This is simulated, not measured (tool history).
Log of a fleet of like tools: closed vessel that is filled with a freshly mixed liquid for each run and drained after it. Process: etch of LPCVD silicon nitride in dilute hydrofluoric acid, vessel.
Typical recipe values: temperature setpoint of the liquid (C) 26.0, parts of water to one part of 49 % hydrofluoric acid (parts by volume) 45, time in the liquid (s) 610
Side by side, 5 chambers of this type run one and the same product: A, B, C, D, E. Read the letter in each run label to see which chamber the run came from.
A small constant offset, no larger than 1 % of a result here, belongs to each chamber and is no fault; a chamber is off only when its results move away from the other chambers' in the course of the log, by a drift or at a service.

run   hour  temperature setpoint of the liquid (C)  parts of water to one part of 49 % hydrofluoric acid (parts by volume)  time in the liquid (s)  hours since the thermometer was replaced  hours since the hydrofluoric acid flow meter was replaced  read-back film thickness of the LPCVD silicon nitride reference wafer, read on the same gauge (nm)  thickness taken off the LPCVD silicon nitride on a monitor wafer (Å)
 1D    4.6                                    26.0                                                                      45                     610                                    1551.6                                                       54.8                                                                                              79.979                                                                82.802
 2C   10.6                                    26.0                                                                      45                     610                                    1423.4                                                      660.4                                                                                              79.920                                                                82.766
 3E   18.3                                    26.0                                                                      45                     610                                    1132.3                                                       46.5                                                                                              80.017                                                                83.336
 4B   24.3                                    26.0                                                                      45                     610                                     785.8                                                     1125.3                                                                                              80.026                                                                82.795
 5A   30.2                                    26.0                                                                      45                     610                                    1118.8                                                     1068.5                                                                                              80.002                                                                82.802
 6A   36.7                                    29.0                                                                      65                     610                                    1125.3                                                     1075.0                                                                                              80.014                                                                69.636
 7E   44.5                                    29.0                                                                      65                     610                                    1158.5                                                       72.7                                                                                              79.992                                                                69.763
 8B   48.1                                    29.0                                                                      65                     610                                     809.6                                                     1149.1                                                                                              79.988                                                                71.078
      51.9  -- chamber D: thermometer replaced
 9D   53.3                                    29.0                                                                      65                     610                                       1.4                                                      103.5                                                                                              79.982                                                                71.243
10C   58.5                                    29.0                                                                      65                     610                                    1471.3                                                      708.3                                                                                              79.994                                                                69.855
11B   64.1                                    24.0                                                                      30                     610                                     825.6                                                     1165.1                                                                                              79.964                                                               107.850
12E   72.2                                    24.0                                                                      30                     610                                    1186.2                                                      100.4                                                                                              79.970                                                               110.040
13D   78.5                                    24.0                                                                      30                     610                                      26.6                                                      128.7                                                                                              79.977                                                               107.220
14A   85.3                                    24.0                                                                      30                     610                                    1173.9                                                     1123.6                                                                                              80.013                                                               106.330
      85.4  -- chamber E: thermometer replaced
15C   92.2                                    24.0                                                                      30                     610                                    1505.0                                                      742.0                                                                                              80.004                                                               109.800
16C  100.0                                    26.0                                                                      45                     610                                    1512.8                                                      749.8                                                                                              79.978                                                                83.559
17D  105.8                                    26.0                                                                      45                     610                                      53.9                                                      156.0                                                                                              80.018                                                                83.189
18A  110.7                                    26.0                                                                      45                     610                                    1199.3                                                     1149.0                                                                                              80.016                                                                81.308
19B  115.8                                    26.0                                                                      45                     610                                     877.3                                                     1216.8                                                                                              80.006                                                                83.056
20E  123.4                                    26.0                                                                      45                     610                                      38.0                                                      151.6                                                                                              80.011                                                                83.100
21D  129.1                                    26.0                                                                      45                     610                                      77.2                                                      179.3                                                                                              79.982                                                                83.421
22C  135.0                                    26.0                                                                      50                     610                                    1547.8                                                      784.8                                                                                              79.969                                                                75.103
23E  141.6                                    26.0                                                                      50                     610                                      56.2                                                      169.8                                                                                              80.011                                                                75.780
     141.8  -- chamber A: hydrofluoric acid flow meter replaced
24B  148.5                                    26.0                                                                      50                     610                                     910.0                                                     1249.5                                                                                              80.011                                                                75.770
25A  154.7                                    26.0                                                                      50                     610                                    1243.3                                                       13.0                                                                                              80.011                                                                72.390
26D  159.1                                    26.0                                                                      50                     610                                     107.2                                                      209.3                                                                                              80.022                                                                76.154
27B  164.1                                    26.0                                                                      45                     610                                     925.6                                                     1265.1                                                                                              79.990                                                                82.832
28E  169.9                                    26.0                                                                      45                     610                                      84.5                                                      198.1                                                                                              80.028                                                                83.892
29A  176.6                                    26.0                                                                      45                     610                                    1265.2                                                       34.9                                                                                              79.932                                                                80.470
30C  182.9                                    26.0                                                                      45                     610                                    1595.7                                                      832.7                                                                                              80.022                                                                82.867
31A  189.2                                    26.0                                                                      45                     610                                    1277.8                                                       47.5                                                                                              80.017                                                                80.444
32B  193.3                                    26.0                                                                      45                     610                                     954.8                                                     1294.3                                                                                              79.969                                                                83.721

All 5 chambers run these settings next. Forecast each chamber's results:
33A  199.2                                    30.5                                                                      45                     610                                                                                                                                                                                                                                                                              ?
33B  199.2                                    30.5                                                                      45                     610                                                                                                                                                                                                                                                                              ?
33C  199.2                                    30.5                                                                      45                     610                                                                                                                                                                                                                                                                              ?
33D  199.2                                    30.5                                                                      45                     610                                                                                                                                                                                                                                                                              ?
33E  199.2                                    30.5                                                                      45                     610                                                                                                                                                                                                                                                                              ?

run  thickness taken off the LPCVD silicon nitride on a monitor wafer (Å)
33A                                                               107.850
33B                                                               112.110
33C                                                               112.680
33D                                                               112.550
33E                                                               113.000
